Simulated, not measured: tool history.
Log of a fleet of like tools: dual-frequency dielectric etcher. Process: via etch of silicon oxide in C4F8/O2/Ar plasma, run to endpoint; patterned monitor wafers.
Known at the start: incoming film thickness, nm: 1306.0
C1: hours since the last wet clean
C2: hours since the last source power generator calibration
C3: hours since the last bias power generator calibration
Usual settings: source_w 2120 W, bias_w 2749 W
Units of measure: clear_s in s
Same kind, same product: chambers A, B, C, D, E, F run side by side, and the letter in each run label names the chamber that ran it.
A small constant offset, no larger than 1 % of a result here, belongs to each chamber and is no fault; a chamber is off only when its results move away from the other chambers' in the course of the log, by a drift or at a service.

run 1F hour=7.7 | source_w=2120 bias_w=2749 | C1=281.7 C2=1824.3 C3=1288.1 | clear_s=227.81
run 2B hour=17.2 | source_w=2120 bias_w=2749 | C1=193 C2=2301.8 C3=547.8 | clear_s=227.23
-- hour=19.7 chamber D: wet clean of the chamber
run 3A hour=28.2 | source_w=2120 bias_w=2749 | C1=244.8 C2=1921.5 C3=2270 | clear_s=230.61
run 4C hour=34.6 | source_w=2120 bias_w=2749 | C1=265.8 C2=254 C3=1496.4 | clear_s=229.58
run 5D hour=45.1 | source_w=2120 bias_w=2749 | C1=25.5 C2=1210.4 C3=4214.4 | clear_s=229.83
run 6E hour=55.8 | source_w=2120 bias_w=2749 | C1=261.4 C2=1882.6 C3=1257.2 | clear_s=229.25
run 7C hour=62.8 | source_w=2120 bias_w=2749 | C1=294 C2=282.2 C3=1524.6 | clear_s=230.85
run 8D hour=69.6 | source_w=1650 bias_w=2749 | C1=50 C2=1234.9 C3=4238.9 | clear_s=255.25
run 9E hour=82.1 | source_w=1650 bias_w=2749 | C1=287.7 C2=1908.9 C3=1283.5 | clear_s=252.95
run 10B hour=87.8 | source_w=1650 bias_w=2749 | C1=263.6 C2=2372.4 C3=618.4 | clear_s=248.9
run 11F hour=94.9 | source_w=1650 bias_w=2749 | C1=368.9 C2=1911.5 C3=1375.3 | clear_s=250.75
run 12A hour=101.9 | source_w=1650 bias_w=2749 | C1=318.5 C2=1995.2 C3=2343.7 | clear_s=254.32
run 13D hour=109.5 | source_w=1650 bias_w=2749 | C1=89.9 C2=1274.8 C3=4278.8 | clear_s=255.48
run 14C hour=118.1 | source_w=1760 bias_w=2974 | C1=349.3 C2=337.5 C3=1579.9 | clear_s=238.21
run 15F hour=127.9 | source_w=1760 bias_w=2974 | C1=401.9 C2=1944.5 C3=1408.3 | clear_s=240.42
run 16A hour=138 | source_w=1760 bias_w=2974 | C1=354.6 C2=2031.3 C3=2379.8 | clear_s=242.25
run 17B hour=144.6 | source_w=1760 bias_w=2974 | C1=320.4 C2=2429.2 C3=675.2 | clear_s=238.68
run 18E hour=152.5 | source_w=1760 bias_w=2974 | C1=358.1 C2=1979.3 C3=1353.9 | clear_s=241.48
-- hour=160.7 chamber E: source power generator calibrated
run 19C hour=160.9 | source_w=1760 bias_w=2974 | C1=392.1 C2=380.3 C3=1622.7 | clear_s=236.05
-- hour=163.4 chamber B: wet clean of the chamber
run 20D hour=171.8 | source_w=2120 bias_w=2749 | C1=152.2 C2=1337.1 C3=4341.1 | clear_s=231.78
run 21A hour=178.1 | source_w=2120 bias_w=2749 | C1=394.7 C2=2071.4 C3=2419.9 | clear_s=230.11
run 22E hour=185.6 | source_w=2120 bias_w=2749 | C1=391.2 C2=25 C3=1387 | clear_s=227.54
run 23B hour=194.7 | source_w=2120 bias_w=2749 | C1=31.3 C2=2479.3 C3=725.3 | clear_s=227.02
run 24F hour=201.9 | source_w=1670 bias_w=3171 | C1=475.9 C2=2018.5 C3=1482.3 | clear_s=238.79
run 25D hour=210.5 | source_w=1670 bias_w=3171 | C1=190.9 C2=1375.8 C3=4379.8 | clear_s=242.22
run 26B hour=220.7 | source_w=1670 bias_w=3171 | C1=57.3 C2=2505.3 C3=751.3 | clear_s=238.25
run 27C hour=230.3 | source_w=1670 bias_w=3171 | C1=461.5 C2=449.7 C3=1692.1 | clear_s=235.35
run 28A hour=240.8 | source_w=1670 bias_w=3171 | C1=457.4 C2=2134.1 C3=2482.6 | clear_s=241.02
run 29E hour=252.6 | source_w=1670 bias_w=3171 | C1=458.2 C2=92 C3=1454 | clear_s=240.38
-- hour=253.3 chamber F: wet clean of the chamber
run 30F hour=258.8 | source_w=2120 bias_w=2749 | C1=5.5 C2=2075.4 C3=1539.2 | clear_s=229.2
run 31B hour=271.2 | source_w=2120 bias_w=2749 | C1=107.8 C2=2555.8 C3=801.8 | clear_s=226.83
run 32D hour=279.2 | source_w=2120 bias_w=2749 | C1=259.6 C2=1444.5 C3=4448.5 | clear_s=230.2
run 33F hour=291.2 | source_w=2120 bias_w=2749 | C1=37.9 C2=2107.8 C3=1571.6 | clear_s=228.85
run 34A hour=299.6 | source_w=2120 bias_w=2749 | C1=516.2 C2=2192.9 C3=2541.4 | clear_s=228.48
-- hour=301.2 chamber A: wet clean of the chamber
run 35E hour=306.7 | source_w=2530 bias_w=3038 | C1=512.3 C2=146.1 C3=1508.1 | clear_s=207.19
run 36C hour=314.7 | source_w=2530 bias_w=3038 | C1=545.9 C2=534.1 C3=1776.5 | clear_s=201.31
run 37D hour=322.1 | source_w=2530 bias_w=3038 | C1=302.5 C2=1487.4 C3=4491.4 | clear_s=208.67
run 38C hour=333.8 | source_w=2530 bias_w=3038 | C1=565 C2=553.2 C3=1795.6 | clear_s=200.99
run 39F hour=339.4 | source_w=2530 bias_w=3038 | C1=86.1 C2=2156 C3=1619.8 | clear_s=206.96
run 40E hour=351.6 | source_w=2530 bias_w=3038 | C1=557.2 C2=191 C3=1553 | clear_s=205.95
run 41B hour=363.4 | source_w=2120 bias_w=2749 | C1=200 C2=2648 C3=894 | clear_s=229.04
run 42A hour=371.9 | source_w=2120 bias_w=2749 | C1=70.7 C2=2265.2 C3=2613.7 | clear_s=230.33

Has any chamber moved away from the others, gradually or after a service, or does the common gauge drift, or do the chambers differ only by their own small steady offsets? State the chamber and the most likely cause if one applies.

Chamber C drifts away from the others.
What lies behind it: etch rate over this chamber's usual, % = 3.7.

Here are 4 candidates for chamber C's next run, each the usual settings with a change, their results left as question marks. Which one brings its results back in line with what the others give on the usual settings?
To be in line, a result may differ from the other chambers' mean on the usual settings by at most: clear_s 2.9 s
run 43C-1 hour=381 | source_w=2240 bias_w=2868 | clear_s=?
run 43C-2 hour=381 | source_w=2000 bias_w=2630 | clear_s=?
run 43C-3 hour=381 | source_w=2120 bias_w=2645 | clear_s=?
run 43C-4 hour=381 | source_w=2180 bias_w=2749 | clear_s=?

What the other chambers average on the usual settings: clear_s 228.97 s
run=43C-1 clear_s=214.17
run=43C-2 clear_s=229.85
run=43C-3 clear_s=224.32
run=43C-4 clear_s=219.29
The answer is 43C-2, which returns the chamber to within the allowed miss of the others.
